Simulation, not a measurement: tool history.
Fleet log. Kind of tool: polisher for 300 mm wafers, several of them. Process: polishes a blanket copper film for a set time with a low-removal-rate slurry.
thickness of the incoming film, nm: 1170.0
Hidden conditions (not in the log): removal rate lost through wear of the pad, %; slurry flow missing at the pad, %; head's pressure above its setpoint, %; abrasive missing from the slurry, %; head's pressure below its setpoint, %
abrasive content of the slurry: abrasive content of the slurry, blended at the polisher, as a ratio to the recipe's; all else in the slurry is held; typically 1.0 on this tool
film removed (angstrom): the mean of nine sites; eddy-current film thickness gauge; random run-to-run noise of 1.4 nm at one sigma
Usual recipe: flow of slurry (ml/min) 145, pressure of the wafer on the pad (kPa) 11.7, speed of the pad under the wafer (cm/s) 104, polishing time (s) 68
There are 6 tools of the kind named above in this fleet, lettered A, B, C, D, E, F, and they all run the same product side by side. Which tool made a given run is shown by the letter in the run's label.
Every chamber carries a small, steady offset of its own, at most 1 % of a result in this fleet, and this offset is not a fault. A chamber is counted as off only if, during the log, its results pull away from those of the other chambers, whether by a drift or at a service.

run,hour,flow of slurry (ml/min),pressure of the wafer on the pad (kPa),speed of the pad under the wafer (cm/s),abrasive content of the slurry,polishing time (s),wafers polished on this pad,hours since the slurry nozzle was cleaned,hours since the head pressure was calibrated,hours since the slurry blender was calibrated,film removed (angstrom)
# hour 1.7: chamber F: worn pad replaced by a new one
# hour 7.3: chamber D: worn pad replaced by a new one
1B,8.4,145,11.7,104,1.0,68,385,274.8,1597.7,194.3,1068.10
# hour 13.4: chamber B: slurry nozzle cleaned
# hour 16.2: chamber E: worn pad replaced by a new one
2C,18.2,145,11.7,104,1.0,68,1138,554.5,428.8,289.9,1040.90
3E,25.2,145,11.7,104,1.0,68,78,323.0,206.8,239.6,1041.70
# hour 25.5: chamber F: slurry blender recalibrated
# hour 28.7: chamber B: head pressure recalibrated
4A,34.0,145,11.7,104,1.0,68,1038,408.4,157.9,62.5,1043.40
5D,41.4,145,11.7,104,1.0,68,296,411.6,490.9,103.5,1042.60
# hour 43.0: chamber C: worn pad replaced by a new one
# hour 48.0: chamber B: slurry blender recalibrated
6F,48.8,145,11.7,104,1.0,68,409,284.9,348.9,23.3,1063.20
7F,59.1,145,11.7,104,0.9,91,499,295.2,359.2,33.6,1372.80
8C,63.8,145,11.7,104,0.9,91,180,600.1,474.4,335.5,1378.40
# hour 68.1: chamber A: worn pad replaced by a new one
9B,68.9,145,11.7,104,0.9,91,910,55.5,40.3,21.0,1355.20
10E,78.2,145,11.7,104,0.9,91,538,376.0,259.8,292.6,1394.90
11D,88.6,145,11.7,104,0.9,91,706,458.8,538.1,150.7,1342.10
# hour 88.9: chamber C: slurry nozzle cleaned
# hour 90.5: chamber E: slurry blender recalibrated
12A,98.9,145,11.7,104,0.9,91,268,473.3,222.8,127.4,1362.50
# hour 101.5: chamber C: slurry blender recalibrated
13B,105.9,145,9.0,116,1.0,68,1232,92.5,77.3,58.0,914.46
# hour 113.1: chamber B: worn pad replaced by a new one
14F,116.4,145,9.0,116,1.0,68,997,352.5,416.5,90.9,916.51
# hour 117.7: chamber A: slurry blender recalibrated
15E,126.5,145,9.0,116,1.0,68,958,424.3,308.1,36.1,896.16
# hour 128.6: chamber D: worn pad replaced by a new one
16C,132.7,145,9.0,116,1.0,68,779,43.9,543.3,31.2,901.82
17A,137.5,145,9.0,116,1.0,68,603,511.9,261.4,19.9,898.73
18D,147.4,145,9.0,116,1.0,68,163,517.6,596.9,209.5,885.49
19E,157.8,145,11.7,104,1.0,68,1230,455.6,339.4,67.4,1060.30
# hour 158.7: chamber A: head pressure recalibrated
20F,167.6,145,11.7,104,1.0,68,1442,403.7,467.7,142.1,1086.70
# hour 171.0: chamber F: slurry nozzle cleaned
21D,172.8,145,11.7,104,1.0,68,384,543.0,622.3,234.9,1043.00
# hour 174.8: chamber F: worn pad replaced by a new one
# hour 176.4: chamber F: slurry blender recalibrated
22A,181.4,145,11.7,104,1.0,68,985,555.8,22.7,63.8,1061.00
23B,188.7,145,11.7,104,1.0,68,657,175.3,160.1,140.8,1044.80
24C,194.1,145,11.7,104,1.0,68,1313,105.3,604.7,92.6,1077.00
25B,200.4,145,11.7,104,1.0,68,758,187.0,171.8,152.5,1060.00
# hour 204.8: chamber E: worn pad replaced by a new one
26D,205.1,145,11.7,104,1.0,68,664,575.3,654.6,267.2,1028.20
# hour 208.7: chamber C: worn pad replaced by a new one
27E,214.8,145,11.7,104,1.0,68,87,512.6,396.4,124.4,1032.80
28C,221.8,145,11.7,104,1.0,68,114,133.0,632.4,120.3,1042.10
# hour 222.6: chamber D: head pressure recalibrated
29A,227.1,145,11.7,104,1.0,68,1382,601.5,68.4,109.5,1047.20
30F,233.4,145,11.7,104,1.0,68,509,62.4,533.5,57.1,1139.00
31C,238.6,170,11.7,104,1.0,81,260,149.8,649.2,137.1,1271.80
32E,246.0,170,11.7,104,1.0,81,358,543.8,427.6,155.6,1299.60
33F,252.1,170,11.7,104,1.0,81,671,81.1,552.2,75.8,1434.30
# hour 254.8: chamber A: worn pad replaced by a new one
34A,260.8,170,11.7,104,1.0,81,52,635.2,102.1,143.2,1267.90
# hour 270.2: chamber D: worn pad replaced by a new one
35B,270.3,170,11.7,104,1.0,81,1366,256.9,241.7,222.4,1289.00
# hour 273.5: chamber A: slurry blender recalibrated
36D,278.4,170,11.7,104,1.0,81,71,648.6,55.9,340.5,1261.70
# hour 280.0: chamber E: slurry nozzle cleaned
37A,283.3,145,11.7,92,1.0,68,248,657.7,124.6,9.9,915.36
38D,288.7,145,11.7,92,1.0,68,160,658.9,66.2,350.8,883.75
39C,296.8,145,11.7,92,1.0,68,766,208.0,707.4,195.3,938.83
40E,302.4,145,11.7,92,1.0,68,848,22.4,484.0,212.0,916.64

Does one chamber stand apart from the rest, does the shared gauge drift, or is all well apart from small per-chamber offsets? Give the chamber and the most likely cause, where there is one.

Chamber F drifts away from the others.
Cause: head's pressure above its setpoint, % = 11.5.

Below are 4 candidate recipes for chamber F's next run, each the usual settings with a change, their results shown as question marks. Which of them brings F's results back in line with what the other chambers give on the usual settings?
A result is in line if it is within this distance of the other chambers' mean on the usual settings: film removed (angstrom) 49.00
41F-1,309.9,145,11.7,104,1.0,82,,,,,?
41F-2,309.9,145,10.3,104,1.0,68,,,,,?
41F-3,309.9,150,11.7,116,1.0,68,,,,,?
41F-4,309.9,145,11.0,98,1.0,63,,,,,?

What the other chambers average on the usual settings: film removed (angstrom) 1047.30
run,film removed (angstrom)
41F-1,1419.10
41F-2,1036.30
41F-3,1318.40
41F-4,966.96
41F-2 brings the chamber back in line.
